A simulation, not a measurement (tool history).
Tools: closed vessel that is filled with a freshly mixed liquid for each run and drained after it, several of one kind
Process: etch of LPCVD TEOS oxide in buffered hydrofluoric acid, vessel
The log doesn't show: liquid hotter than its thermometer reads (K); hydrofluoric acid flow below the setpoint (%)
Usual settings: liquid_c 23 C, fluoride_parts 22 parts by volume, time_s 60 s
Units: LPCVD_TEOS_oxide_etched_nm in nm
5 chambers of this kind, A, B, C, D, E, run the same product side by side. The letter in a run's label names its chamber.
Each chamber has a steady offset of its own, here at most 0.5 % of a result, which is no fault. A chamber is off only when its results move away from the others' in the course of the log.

run   hour  liquid_c  fluoride_parts  time_s  hours since the thermometer was replaced  hours since the hydrofluoric acid flow meter was replaced  read-back film thickness of the LPCVD TEOS oxide reference wafer, read on the same gauge (nm)  LPCVD_TEOS_oxide_etched_nm
 1E    3.8        23              22      60                                     247.5                                                     1831.8                                                                                         99.978                      49.183
 2C      7        23              22      60                                      50.3                                                       1471                                                                                         99.992                      48.059
 3B    9.3        23              22      60                                     677.2                                                      446.8                                                                                         100.01                      48.562
 4A   13.3        23              22      60                                     481.3                                                      549.4                                                                                         99.978                      48.678
 5D   17.6        23              22      60                                    1054.7                                                      345.7                                                                                         99.961                      48.333
 6E   21.2        23              22      60                                     264.9                                                     1849.2                                                                                         99.989                      48.558
 7B   25.5        23            28.5      60                                     693.4                                                        463                                                                                          99.97                      40.769
 8A   28.8        23            28.5      60                                     496.8                                                      564.9                                                                                         100.05                      41.012
 9C   32.2        23            28.5      60                                      75.5                                                     1496.2                                                                                         100.01                      40.656
10D   36.8        23            28.5      60                                    1073.9                                                      364.9                                                                                         99.956                      40.917
11C   41.2        23            28.5      60                                      84.5                                                     1505.2                                                                                         99.988                      40.357
12A   45.5        23              22      60                                     513.5                                                      581.6                                                                                         99.928                      49.244
13D   49.7        23              22      60                                    1086.8                                                      377.8                                                                                         100.05                      49.076
14E     53        23              22      60                                     296.7                                                       1881                                                                                         100.03                      48.265
15B   56.3        23              22      60                                     724.2                                                      493.8                                                                                         100.03                       48.52
16C     60        23              22      60                                     103.3                                                       1524                                                                                          99.97                      48.356
17E   63.6        23              22      60                                     307.3                                                     1891.6                                                                                         99.985                      49.144
18B   68.2        23              22      60                                     736.1                                                      505.7                                                                                         99.962                      48.537
19D   70.7        23              22      60                                    1107.8                                                      398.8                                                                                         100.05                      47.836
20A   73.5        23              22      60                                     541.5                                                      609.6                                                                                         100.07                      48.393
21C     78        23              22      60                                     121.3                                                       1542                                                                                         99.961                      48.229
22B   81.6        23              22      60                                     749.5                                                      519.1                                                                                         99.954                      48.474
23A   85.7        23              22      60                                     553.7                                                      621.8                                                                                         99.981                       48.69
24D   89.1        23              22      60                                    1126.2                                                      417.2                                                                                         99.989                      47.166
25E   93.4        23              22      60                                     337.1                                                     1921.4                                                                                         99.956                      48.259
26C   95.6        23              30      70                                     138.9                                                     1559.6                                                                                         99.993                      45.731
27A   97.9        23              30      70                                     565.9                                                        634                                                                                         99.992                      46.136
28D  100.4        23              30      70                                    1137.5                                                      428.5                                                                                         99.998                      43.682
29B  103.7        23              30      70                                     771.6                                                      541.2                                                                                         100.04                      45.455
30E  106.6        23              30      70                                     350.3                                                     1934.6                                                                                         99.996                      45.062
31A  110.3        23              22      60                                     578.3                                                      646.4                                                                                         99.988                      48.452
32C  113.1        23              22      90                                     156.4                                                     1577.1                                                                                            100                      72.354
33D  117.2        23              22      90                                    1154.3                                                      445.3                                                                                         99.982                      69.373
34E  119.2        23              22      90                                     362.9                                                     1947.2                                                                                            100                      73.089

Next, every chamber runs the same settings. What will each give?
35A  122.6        23              22      60                                                                                                                                                                                                                               ?
35B  122.6        23              22      60                                                                                                                                                                                                                               ?
35C  122.6        23              22      60                                                                                                                                                                                                                               ?
35D  122.6        23              22      60                                                                                                                                                                                                                               ?
35E  122.6        23              22      60                                                                                                                                                                                                                               ?

run  LPCVD_TEOS_oxide_etched_nm
35A                      49.096
35B                      48.779
35C                       48.69
35D                      46.376
35E                      48.442
